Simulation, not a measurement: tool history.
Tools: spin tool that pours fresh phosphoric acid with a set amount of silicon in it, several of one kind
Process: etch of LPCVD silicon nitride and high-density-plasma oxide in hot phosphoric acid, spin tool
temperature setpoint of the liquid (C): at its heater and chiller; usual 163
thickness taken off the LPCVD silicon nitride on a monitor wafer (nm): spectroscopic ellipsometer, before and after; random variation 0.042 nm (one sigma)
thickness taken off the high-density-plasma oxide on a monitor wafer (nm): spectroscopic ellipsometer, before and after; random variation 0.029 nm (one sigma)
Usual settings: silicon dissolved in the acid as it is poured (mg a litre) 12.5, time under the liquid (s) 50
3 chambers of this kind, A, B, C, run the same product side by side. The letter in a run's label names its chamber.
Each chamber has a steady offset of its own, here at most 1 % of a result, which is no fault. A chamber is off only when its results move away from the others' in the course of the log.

run	hour	temperature setpoint of the liquid (C)	silicon dissolved in the acid as it is poured (mg a litre)	time under the liquid (s)	hours since the thermometer was replaced	hours since the dissolved silicon flow meter was replaced	hours since the heated supply line was repaired	read-back film thickness of the LPCVD silicon nitride reference wafer, read on the same gauge (nm)	read-back film thickness of the high-density-plasma oxide reference wafer, read on the same gauge (nm)	thickness taken off the LPCVD silicon nitride on a monitor wafer (nm)	thickness taken off the high-density-plasma oxide on a monitor wafer (nm)
1A	5.7	163	12.5	50	763.4	1242.1	695.4	150.03	100.000	5.1507	0.179510
2B	14.1	163	12.5	50	113.9	483.6	161.2	149.99	99.983	5.0537	0.165290
3C	23.4	163	12.5	50	2297.1	523.0	1261.1	149.98	100.000	5.0897	0.166880
4C	34.9	163	12.5	50	2308.6	534.5	1272.6	150.00	100.010	5.0692	0.179990
5A	40.6	163	12.5	50	798.3	1277.0	730.3	150.01	99.987	5.1178	0.211060
6B	51.6	163	12.5	50	151.4	521.1	198.7	150.00	99.999	5.0422	0.210880
7C	63.2	163	12.5	50	2336.9	562.8	1300.9	150.01	100.030	5.0555	0.176450
8B	72.6	163	12.5	50	172.4	542.1	219.7	149.99	100.020	5.0737	0.224880
9A	80.6	163	12.5	50	838.3	1317.0	770.3	150.01	99.996	5.1397	0.153000
10C	89.2	163	12.5	50	2362.9	588.8	1326.9	150.01	100.010	5.0581	0.203710
11A	95.3	163	12.5	50	853.0	1331.7	785.0	149.98	100.010	5.1424	0.155620
12B	102.9	163	12.5	50	202.7	572.4	250.0	149.97	100.000	5.0909	0.203350
13A	111.3	163	5.0	50	869.0	1347.7	801.0	150.01	100.000	5.1114	0.249240
14C	122.9	163	5.0	50	2396.6	622.5	1360.6	150.00	100.040	5.1011	0.181910
15B	135.1	163	5.0	50	234.9	604.6	282.2	149.97	99.985	5.0076	0.203220
16A	142.1	163	12.5	50	899.8	1378.5	831.8	149.99	100.000	5.0918	0.166220
17B	150.6	163	17.0	50	250.4	620.1	297.7	150.01	100.020	5.0561	0.156520
18C	156.7	163	17.0	50	2430.4	656.3	1394.4	149.98	100.020	5.1717	0.138250
# hour 165.2: chamber C: thermometer replaced
19A	167.0	163	17.0	50	924.7	1403.4	856.7	150.01	100.020	5.1822	0.225530
20B	177.5	163	12.5	50	277.3	647.0	324.6	150.01	99.993	5.0423	0.170370
21C	183.3	163	12.5	50	18.2	682.9	1421.0	150.02	99.999	5.1012	0.225230
22C	192.4	163	19.0	70	27.3	692.0	1430.1	149.98	99.997	7.1689	0.229580
23A	201.2	163	19.0	70	958.9	1437.6	890.9	150.01	99.999	7.2185	0.226480
24B	210.6	163	19.0	70	310.4	680.1	357.7	150.02	100.000	7.1196	0.127030
25B	217.6	163	12.5	50	317.4	687.1	364.7	149.99	100.030	5.0623	0.197600
26A	223.5	163	3.0	60	981.2	1459.9	913.2	149.98	99.986	6.1027	0.320630
27C	233.1	163	3.0	60	68.0	732.7	1470.8	150.00	99.999	6.1711	0.254720
28A	243.8	163	3.0	60	1001.5	1480.2	933.5	150.03	99.988	6.1517	0.314640
29B	254.1	163	12.5	50	353.9	723.6	401.2	149.99	99.980	5.0193	0.195490
30C	266.8	162	8.0	50	101.7	766.4	1504.5	150.00	100.000	5.0007	0.183350
31A	278.2	162	8.0	50	1035.9	1514.6	967.9	149.98	100.020	4.9658	0.176010
32C	290.9	162	8.0	50	125.8	790.5	1528.6	149.99	100.010	4.8866	0.200120
33B	300.1	163	12.5	50	399.9	769.6	447.2	149.99	99.981	5.0602	0.153440
34C	310.7	163	12.5	50	145.6	810.3	1548.4	149.99	99.963	5.0454	0.194990
35A	323.2	163	12.5	50	1080.9	1559.6	1012.9	150.00	99.989	5.1092	0.199580
36B	331.2	163	12.5	50	431.0	800.7	478.3	150.00	100.030	5.0038	0.198270
37B	341.4	163	12.5	20	441.2	810.9	488.5	150.00	100.010	2.0266	0.050972
38A	347.7	163	12.5	20	1105.4	1584.1	1037.4	150.00	100.010	2.0323	0.072128
39C	356.5	163	12.5	20	191.4	856.1	1594.2	150.00	99.997	2.0361	0.086588
40C	365.3	163	12.5	50	200.2	864.9	1603.0	149.97	100.030	5.1538	0.179630
41B	375.8	163	12.5	50	475.6	845.3	522.9	150.00	99.982	5.0922	0.125720

Is one chamber off against the others, does the gauge drift, or is nothing wrong? If a chamber is off, say which, and what the likeliest cause is.

No chamber stands off beyond its own small offset, and the gauge holds steady.

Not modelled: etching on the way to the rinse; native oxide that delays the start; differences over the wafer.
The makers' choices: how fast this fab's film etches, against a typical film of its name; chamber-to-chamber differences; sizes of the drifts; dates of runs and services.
